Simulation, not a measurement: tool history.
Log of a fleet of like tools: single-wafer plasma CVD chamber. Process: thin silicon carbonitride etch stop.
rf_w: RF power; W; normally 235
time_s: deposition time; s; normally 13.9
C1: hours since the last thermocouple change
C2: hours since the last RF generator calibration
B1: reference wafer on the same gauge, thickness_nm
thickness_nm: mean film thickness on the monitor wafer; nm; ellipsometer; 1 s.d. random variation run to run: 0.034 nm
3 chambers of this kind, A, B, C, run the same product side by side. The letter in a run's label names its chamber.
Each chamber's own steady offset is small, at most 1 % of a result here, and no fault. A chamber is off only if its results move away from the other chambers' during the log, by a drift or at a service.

run 1C hour=7 | rf_w=235 time_s=13.9 | C1=2246.9 C2=303.3 | B1=7.5658 | thickness_nm=8.3152
run 2A hour=15.9 | rf_w=235 time_s=13.9 | C1=411.9 C2=202.1 | B1=7.57 | thickness_nm=8.321
run 3B hour=21.3 | rf_w=235 time_s=13.9 | C1=979.3 C2=753 | B1=7.5744 | thickness_nm=8.2873
run 4B hour=28.2 | rf_w=235 time_s=13.9 | C1=986.2 C2=759.9 | B1=7.5839 | thickness_nm=8.3326
run 5C hour=36.2 | rf_w=235 time_s=13.9 | C1=2276.1 C2=332.5 | B1=7.5701 | thickness_nm=8.3437
run 6A hour=43.8 | rf_w=235 time_s=13.9 | C1=439.8 C2=230 | B1=7.5728 | thickness_nm=8.3832
run 7A hour=50.4 | rf_w=235 time_s=13.9 | C1=446.4 C2=236.6 | B1=7.5649 | thickness_nm=8.4487
run 8B hour=56.8 | rf_w=280 time_s=13.9 | C1=1014.8 C2=788.5 | B1=7.5742 | thickness_nm=8.7496
run 9C hour=63.9 | rf_w=280 time_s=13.9 | C1=2303.8 C2=360.2 | B1=7.5588 | thickness_nm=8.8269
run 10B hour=70.8 | rf_w=280 time_s=13.9 | C1=1028.8 C2=802.5 | B1=7.5628 | thickness_nm=8.738
run 11C hour=79.1 | rf_w=235 time_s=13.9 | C1=2319 C2=375.4 | B1=7.5738 | thickness_nm=8.333
run 12A hour=85.7 | rf_w=235 time_s=13.9 | C1=481.7 C2=271.9 | B1=7.5756 | thickness_nm=8.3794
run 13C hour=90.3 | rf_w=235 time_s=13.9 | C1=2330.2 C2=386.6 | B1=7.5718 | thickness_nm=8.3576
run 14A hour=94.6 | rf_w=205 time_s=16.2 | C1=490.6 C2=280.8 | B1=7.5666 | thickness_nm=9.3461
run 15B hour=98.9 | rf_w=205 time_s=16.2 | C1=1056.9 C2=830.6 | B1=7.5641 | thickness_nm=9.238
run 16C hour=106.1 | rf_w=205 time_s=16.2 | C1=2346 C2=402.4 | B1=7.5727 | thickness_nm=9.3761
run 17B hour=114.9 | rf_w=235 time_s=13.9 | C1=1072.9 C2=846.6 | B1=7.5716 | thickness_nm=8.2935
run 18A hour=120.7 | rf_w=235 time_s=13.9 | C1=516.7 C2=306.9 | B1=7.5674 | thickness_nm=8.3331
run 19A hour=125 | rf_w=235 time_s=13.9 | C1=521 C2=311.2 | B1=7.5759 | thickness_nm=8.3604
run 20B hour=132.3 | rf_w=235 time_s=13.9 | C1=1090.3 C2=864 | B1=7.5764 | thickness_nm=8.3386
run 21C hour=139 | rf_w=260 time_s=13.9 | C1=2378.9 C2=435.3 | B1=7.5724 | thickness_nm=8.6074
run 22C hour=146.5 | rf_w=260 time_s=13.9 | C1=2386.4 C2=442.8 | B1=7.5651 | thickness_nm=8.5543
run 23B hour=153.8 | rf_w=260 time_s=13.9 | C1=1111.8 C2=885.5 | B1=7.5736 | thickness_nm=8.5541
run 24A hour=159.2 | rf_w=235 time_s=13.9 | C1=555.2 C2=345.4 | B1=7.5697 | thickness_nm=8.3182
run 25C hour=164.7 | rf_w=235 time_s=13.9 | C1=2404.6 C2=461 | B1=7.5732 | thickness_nm=8.3322
run 26A hour=173.2 | rf_w=235 time_s=13.9 | C1=569.2 C2=359.4 | B1=7.5641 | thickness_nm=8.2986
run 27B hour=177.4 | rf_w=235 time_s=13.9 | C1=1135.4 C2=909.1 | B1=7.5618 | thickness_nm=8.2907
run 28C hour=184.7 | rf_w=255 time_s=12.2 | C1=2424.6 C2=481 | B1=7.5721 | thickness_nm=7.5125
run 29A hour=188.9 | rf_w=255 time_s=12.2 | C1=584.9 C2=375.1 | B1=7.5717 | thickness_nm=7.5183
run 30B hour=193 | rf_w=255 time_s=12.2 | C1=1151 C2=924.7 | B1=7.5715 | thickness_nm=7.4762
run 31C hour=199.8 | rf_w=235 time_s=13.9 | C1=2439.7 C2=496.1 | B1=7.5659 | thickness_nm=8.3045
run 32A hour=208.7 | rf_w=235 time_s=13.9 | C1=604.7 C2=394.9 | B1=7.5622 | thickness_nm=8.3189
run 33B hour=217.6 | rf_w=235 time_s=13.9 | C1=1175.6 C2=949.3 | B1=7.5651 | thickness_nm=8.3087
run 34B hour=224.5 | rf_w=235 time_s=13.9 | C1=1182.5 C2=956.2 | B1=7.5733 | thickness_nm=8.2969
run 35A hour=230.3 | rf_w=235 time_s=13.9 | C1=626.3 C2=416.5 | B1=7.5702 | thickness_nm=8.3655
run 36C hour=238.5 | rf_w=235 time_s=13.9 | C1=2478.4 C2=534.8 | B1=7.571 | thickness_nm=8.3303
run 37B hour=244.3 | rf_w=235 time_s=13.9 | C1=1202.3 C2=976 | B1=7.5703 | thickness_nm=8.2688
run 38A hour=248.4 | rf_w=235 time_s=13.9 | C1=644.4 C2=434.6 | B1=7.5676 | thickness_nm=8.3377

All chambers now run identical settings, listed one chamber a line with results as question marks. What results will each chamber show?
run 39A hour=254.9 | rf_w=255 time_s=13.9 | thickness_nm=?
run 39B hour=254.9 | rf_w=255 time_s=13.9 | thickness_nm=?
run 39C hour=254.9 | rf_w=255 time_s=13.9 | thickness_nm=?

run=39A thickness_nm=8.603
run=39B thickness_nm=8.5542
run=39C thickness_nm=8.5341

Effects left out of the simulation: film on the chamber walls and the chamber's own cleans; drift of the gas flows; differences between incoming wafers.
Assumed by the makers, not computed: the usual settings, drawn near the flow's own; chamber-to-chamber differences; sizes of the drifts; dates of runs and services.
